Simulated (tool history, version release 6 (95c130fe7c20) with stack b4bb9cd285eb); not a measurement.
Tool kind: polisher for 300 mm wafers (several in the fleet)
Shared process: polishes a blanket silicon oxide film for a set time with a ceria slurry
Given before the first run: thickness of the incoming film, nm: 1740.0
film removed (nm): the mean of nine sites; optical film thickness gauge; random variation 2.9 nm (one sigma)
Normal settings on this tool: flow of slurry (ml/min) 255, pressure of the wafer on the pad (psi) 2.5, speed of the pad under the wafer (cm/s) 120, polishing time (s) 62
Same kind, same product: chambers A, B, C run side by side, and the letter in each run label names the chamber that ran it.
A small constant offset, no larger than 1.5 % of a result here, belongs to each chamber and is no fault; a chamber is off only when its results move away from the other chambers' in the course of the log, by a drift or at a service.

run,hour,flow of slurry (ml/min),pressure of the wafer on the pad (psi),speed of the pad under the wafer (cm/s),polishing time (s),wafers polished on this pad,hours since the slurry nozzle was cleaned,hours since the head pressure was calibrated,film removed (nm)
1A,13.6,255,2.5,120,62,857,315.9,593.1,210.26
2C,27.1,255,2.5,120,62,338,146.1,613.6,209.05
3B,39.4,255,2.5,120,62,484,767.4,354.3,208.59
4A,46.5,255,2.5,120,62,1091,348.8,626.0,212.35
# hour 54.0: chamber B: slurry nozzle cleaned
5B,54.2,255,2.5,120,62,590,0.2,369.1,209.16
# hour 57.1: chamber B: worn pad replaced by a new one
6C,64.5,255,2.5,120,62,604,183.5,651.0,216.46
7A,73.7,255,2.5,120,62,1285,376.0,653.2,211.82
8C,88.4,285,2.5,146,62,774,207.4,674.9,259.40
9B,98.5,285,2.5,146,62,294,44.5,413.4,260.18
# hour 110.3: chamber A: slurry nozzle cleaned
10C,113.4,285,2.5,146,62,952,232.4,699.9,258.71
# hour 124.3: chamber C: worn pad replaced by a new one
11B,127.9,255,2.5,120,62,504,73.9,442.8,208.22
# hour 132.4: chamber B: worn pad replaced by a new one
12A,140.4,255,2.5,120,62,1760,30.1,719.9,208.94
13A,150.5,255,2.5,120,62,1831,40.2,730.0,206.21
14B,158.0,255,2.5,120,62,182,104.0,472.9,214.15
15C,165.6,255,2.5,120,62,294,284.6,752.1,212.62
16A,180.7,255,2.5,120,62,2046,70.4,760.2,201.71
17B,195.6,255,2.5,120,62,450,141.6,510.5,211.68
18C,210.3,255,2.5,120,62,612,329.3,796.8,207.32
# hour 213.0: chamber B: worn pad replaced by a new one
19A,217.9,255,2.5,120,62,2311,107.6,797.4,198.86
# hour 223.1: chamber B: head pressure recalibrated
20C,225.8,255,2.5,120,62,723,344.8,812.3,213.37
21B,238.8,255,2.5,120,62,184,184.8,15.7,210.49
22B,247.8,255,2.5,120,62,248,193.8,24.7,208.31
# hour 248.9: chamber C: worn pad replaced by a new one
23C,260.5,255,2.5,120,62,82,379.5,847.0,208.55
24A,267.9,195,2.5,84,62,2667,157.6,847.4,131.54
25B,281.6,195,2.5,84,62,489,227.6,58.5,142.16
# hour 295.0: chamber B: worn pad replaced by a new one
26A,296.2,195,2.5,84,62,2869,185.9,875.7,133.46
27C,307.9,255,2.5,120,62,420,426.9,894.4,212.10
28B,322.7,255,2.5,120,62,197,268.7,99.6,209.92
29A,332.3,255,2.5,120,62,3126,222.0,911.8,198.91
30C,347.4,255,2.5,120,62,701,466.4,933.9,217.01
31C,357.9,255,2.5,120,62,776,476.9,944.4,209.37
32A,365.0,210,2.5,120,62,3359,254.7,944.5,191.14
33B,376.8,210,2.5,120,62,582,322.8,153.7,209.30
# hour 379.0: chamber B: worn pad replaced by a new one
34B,389.7,210,2.5,120,62,76,335.7,166.6,205.70

Next, all 3 chambers run the settings below, one line each with question marks for the results. What does each chamber give?
35A,400.6,255,2.5,108,62,,,,?
35B,400.6,255,2.5,108,62,,,,?
35C,400.6,255,2.5,108,62,,,,?

run,film removed (nm)
35A,175.54
35B,189.73
35C,186.20
